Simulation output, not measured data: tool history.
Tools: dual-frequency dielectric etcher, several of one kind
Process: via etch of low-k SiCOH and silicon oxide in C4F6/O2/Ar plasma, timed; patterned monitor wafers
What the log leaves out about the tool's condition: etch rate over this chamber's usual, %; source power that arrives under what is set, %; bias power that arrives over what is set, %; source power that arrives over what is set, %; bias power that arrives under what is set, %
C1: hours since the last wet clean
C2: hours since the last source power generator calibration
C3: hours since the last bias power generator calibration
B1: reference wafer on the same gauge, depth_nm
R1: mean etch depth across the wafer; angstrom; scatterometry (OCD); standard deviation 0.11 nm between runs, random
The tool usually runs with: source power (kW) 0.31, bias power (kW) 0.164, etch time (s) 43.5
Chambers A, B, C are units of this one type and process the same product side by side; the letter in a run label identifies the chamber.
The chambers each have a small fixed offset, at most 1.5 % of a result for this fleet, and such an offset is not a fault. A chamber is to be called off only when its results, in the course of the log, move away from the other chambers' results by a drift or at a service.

Run 1C, day 0.454: usual settings; C1 366.2; C2 2991.6; C3 1709; B1 116.54. Result: R1 1003 angstrom.
Run 2A, day 0.858: usual settings; C1 316; C2 979.5; C3 811.5; B1 116.53. Result: R1 1009.3 angstrom.
Run 3B, day 1.075: usual settings; C1 29.2; C2 3447.1; C3 995.7; B1 116.57. Result: R1 1005.3 angstrom.
Run 4C, day 1.379: usual settings; C1 388.4; C2 3013.8; C3 1731.2; B1 116.55. Result: R1 1000.4 angstrom.
Run 5B, day 1.683: usual settings but source power (kW) 0.34, bias power (kW) 0.189; C1 43.8; C2 3461.7; C3 1010.3; B1 116.51. Result: R1 1090.6 angstrom.
Run 6A, day 2.033: usual settings but source power (kW) 0.34, bias power (kW) 0.189; C1 344.2; C2 1007.7; C3 839.7; B1 116.53. Result: R1 1091.3 angstrom.
Run 7B, day 2.479: usual settings but source power (kW) 0.34, bias power (kW) 0.189; C1 62.9; C2 3480.8; C3 1029.4; B1 116.49. Result: R1 1092.1 angstrom.
Run 8A, day 2.796: usual settings; C1 362.5; C2 1026; C3 858; B1 116.48. Result: R1 1007.6 angstrom.
Run 9C, day 3.204: usual settings; C1 432.2; C2 3057.6; C3 1775; B1 116.47. Result: R1 1001.1 angstrom.
Run 10A, day 3.512: usual settings; C1 379.7; C2 1043.2; C3 875.2; B1 116.45. Result: R1 1005.5 angstrom.
Run 11C, day 3.8: usual settings; C1 446.5; C2 3071.9; C3 1789.3; B1 116.44. Result: R1 998.7 angstrom.
At day 3.958: chamber C: wet clean of the chamber.
Run 12B, day 4.204: usual settings; C1 104.3; C2 3522.2; C3 1070.8; B1 116.43. Result: R1 1004.7 angstrom.
Run 13B, day 4.571: usual settings; C1 113.1; C2 3531; C3 1079.6; B1 116.43. Result: R1 1004.7 angstrom.
Run 14A, day 4.792: usual settings; C1 410.4; C2 1073.9; C3 905.9; B1 116.41. Result: R1 1004.8 angstrom.
Run 15C, day 5.233: usual settings but bias power (kW) 0.198; C1 30.7; C2 3106.3; C3 1823.7; B1 116.39. Result: R1 1062.7 angstrom.
Run 16A, day 5.662: usual settings but bias power (kW) 0.198; C1 431.3; C2 1094.8; C3 926.8; B1 116.36. Result: R1 1068.7 angstrom.
Run 17C, day 6.133: usual settings but bias power (kW) 0.198; C1 52.3; C2 3127.9; C3 1845.3; B1 116.34. Result: R1 1065.1 angstrom.
Run 18B, day 6.433: usual settings; C1 157.8; C2 3575.7; C3 1124.3; B1 116.3. Result: R1 1003.4 angstrom.
Run 19C, day 6.642: usual settings; C1 64.5; C2 3140.1; C3 1857.5; B1 116.29. Result: R1 998.12 angstrom.
Run 20B, day 6.871: usual settings; C1 168.3; C2 3586.2; C3 1134.8; B1 116.32. Result: R1 1004 angstrom.
Run 21A, day 7.217: usual settings; C1 468.6; C2 1132.1; C3 964.1; B1 116.29. Result: R1 1005.2 angstrom.
Run 22A, day 7.604: usual settings; C1 477.9; C2 1141.4; C3 973.4; B1 116.25. Result: R1 1004.6 angstrom.
Run 23C, day 7.862: usual settings; C1 93.8; C2 3169.4; C3 1886.8; B1 116.3. Result: R1 1000 angstrom.
Run 24B, day 8.238: usual settings; C1 201.1; C2 3619; C3 1167.6; B1 116.3. Result: R1 1001.8 angstrom.
Run 25B, day 8.608: usual settings; C1 210; C2 3627.9; C3 1176.5; B1 116.23. Result: R1 1000.1 angstrom.
Run 26C, day 9.05: usual settings; C1 122.3; C2 3197.9; C3 1915.3; B1 116.24. Result: R1 998.68 angstrom.
Run 27A, day 9.483: usual settings; C1 523; C2 1186.5; C3 1018.5; B1 116.22. Result: R1 1003.3 angstrom.
At day 9.838: chamber A: wet clean of the chamber.
Run 28A, day 9.95: usual settings; C1 2.8; C2 1197.7; C3 1029.7; B1 116.2. Result: R1 1005.4 angstrom.
Run 29C, day 10.354: usual settings; C1 153.6; C2 3229.2; C3 1946.6; B1 116.16. Result: R1 997.89 angstrom.
Run 30B, day 10.679: usual settings; C1 259.7; C2 3677.6; C3 1226.2; B1 116.14. Result: R1 1001.4 angstrom.
Run 31C, day 10.942: usual settings; C1 167.7; C2 3243.3; C3 1960.7; B1 116.16. Result: R1 999.86 angstrom.
Run 32B, day 11.375: usual settings; C1 276.4; C2 3694.3; C3 1242.9; B1 116.14. Result: R1 1001.7 angstrom.
Run 33A, day 11.629: usual settings; C1 43.1; C2 1238; C3 1070; B1 116.17. Result: R1 1004.7 angstrom.
Run 34A, day 11.892: usual settings; C1 49.4; C2 1244.3; C3 1076.3; B1 116.12. Result: R1 1005.9 angstrom.
Run 35C, day 12.346: usual settings; C1 201.4; C2 3277; C3 1994.4; B1 116.06. Result: R1 997.25 angstrom.

Is one chamber off against the others, does the gauge drift, or is nothing wrong? If a chamber is off, say which, and what the likeliest cause is.

None of the chambers is off. What moves is the gauge, dragging all their readings along together.
Likeliest cause: gauge reads low (%) = 0.447.

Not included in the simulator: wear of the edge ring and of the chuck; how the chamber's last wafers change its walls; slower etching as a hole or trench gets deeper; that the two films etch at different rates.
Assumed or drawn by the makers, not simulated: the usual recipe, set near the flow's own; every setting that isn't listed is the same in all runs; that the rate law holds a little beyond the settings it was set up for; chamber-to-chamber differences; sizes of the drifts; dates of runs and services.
